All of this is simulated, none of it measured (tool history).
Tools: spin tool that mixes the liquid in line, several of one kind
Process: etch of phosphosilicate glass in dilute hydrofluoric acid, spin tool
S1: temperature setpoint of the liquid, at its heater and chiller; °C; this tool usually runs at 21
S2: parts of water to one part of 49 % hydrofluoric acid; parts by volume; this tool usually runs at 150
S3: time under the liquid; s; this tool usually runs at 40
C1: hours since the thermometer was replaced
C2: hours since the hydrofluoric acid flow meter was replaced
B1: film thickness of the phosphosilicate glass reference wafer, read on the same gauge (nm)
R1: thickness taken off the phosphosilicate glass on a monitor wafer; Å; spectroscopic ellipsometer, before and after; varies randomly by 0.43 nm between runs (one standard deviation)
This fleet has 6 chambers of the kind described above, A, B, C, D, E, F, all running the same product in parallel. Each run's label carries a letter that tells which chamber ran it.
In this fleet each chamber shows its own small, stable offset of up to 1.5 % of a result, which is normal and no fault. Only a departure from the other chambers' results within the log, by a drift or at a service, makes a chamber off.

run,hour,S1,S2,S3,C1,C2,B1,R1
1A,5.9,21,150,40,1865.8,305.5,150,446.34
2D,12,21,150,40,1384.7,382.7,149.99,443.71
3B,17,21,150,40,367,1273.1,150.01,446.89
4E,22.1,21,150,40,887.1,677.8,150,447.78
5C,27,21,150,40,399.8,454,150,446.57
6F,35.6,21,150,20,2375.7,671,150,223.58
7A,41,21,150,20,1900.9,340.6,150.01,226.68
8D,49.3,21,150,20,1422,420,150,222.16
9C,55.5,21,150,20,428.3,482.5,150.02,225.61
10F,61.4,21,150,20,2401.5,696.8,150,227.63
11E,67.6,21,150,20,932.6,723.3,149.99,224.97
12B,72.9,21,150,40,422.9,1329,150,450.74
13C,79.9,21,220,40,452.7,506.9,149.99,282.48
14E,85.3,21,220,40,950.3,741,150.02,283.05
# hour 85.8: chamber F: thermometer replaced
15B,90.7,21,220,40,440.7,1346.8,150.01,287.71
16D,95.6,21,220,40,1468.3,466.3,150.01,282.94
17F,104.6,21,220,40,18.9,740,150,284.51
18A,111.9,21,220,40,1971.8,411.5,150,285.94
19E,117.6,21,150,40,982.6,773.3,150,447.78
20D,125,21,150,40,1497.7,495.7,150,446.01
21C,130.7,21,150,25,503.5,557.7,150,279.18
22A,138.4,21,150,25,1998.3,438,150,278.25
23B,142.6,21,150,25,492.6,1398.7,149.99,262.94
24F,149.3,21,150,25,63.6,784.7,150,281.15
25D,154.5,21,150,25,1527.2,525.2,150,281.6
26E,160.2,21,150,25,1025.2,815.9,150,283.69
27F,165.6,21,150,40,79.9,801,150,449.5
28A,171.1,21,150,55,2031,470.7,150,608.18
29B,179.5,21,150,55,529.5,1435.6,149.99,572.09
30C,186.6,21,150,55,559.4,613.6,150,615.34
# hour 187: chamber E: hydrofluoric acid flow meter replaced
31E,194.5,21,150,55,1059.5,7.6,150,620.78
32A,199.3,21,150,55,2059.2,498.9,149.99,613.69
33B,205.4,21,150,55,555.4,1461.5,150.01,559.87
34C,212.8,21,150,40,585.6,639.8,150,445.82
35F,221.9,21,150,40,136.2,857.3,150,450.84
36D,226.8,21,150,40,1599.5,597.5,150,455.48

All 6 chambers run these settings next. Forecast each chamber's results:
37A,233.6,24,150,40,,,,?
37B,233.6,24,150,40,,,,?
37C,233.6,24,150,40,,,,?
37D,233.6,24,150,40,,,,?
37E,233.6,24,150,40,,,,?
37F,233.6,24,150,40,,,,?

run,R1
37A,494.12
37B,444.39
37C,511.7
37D,500.03
37E,509.16
37F,505.14
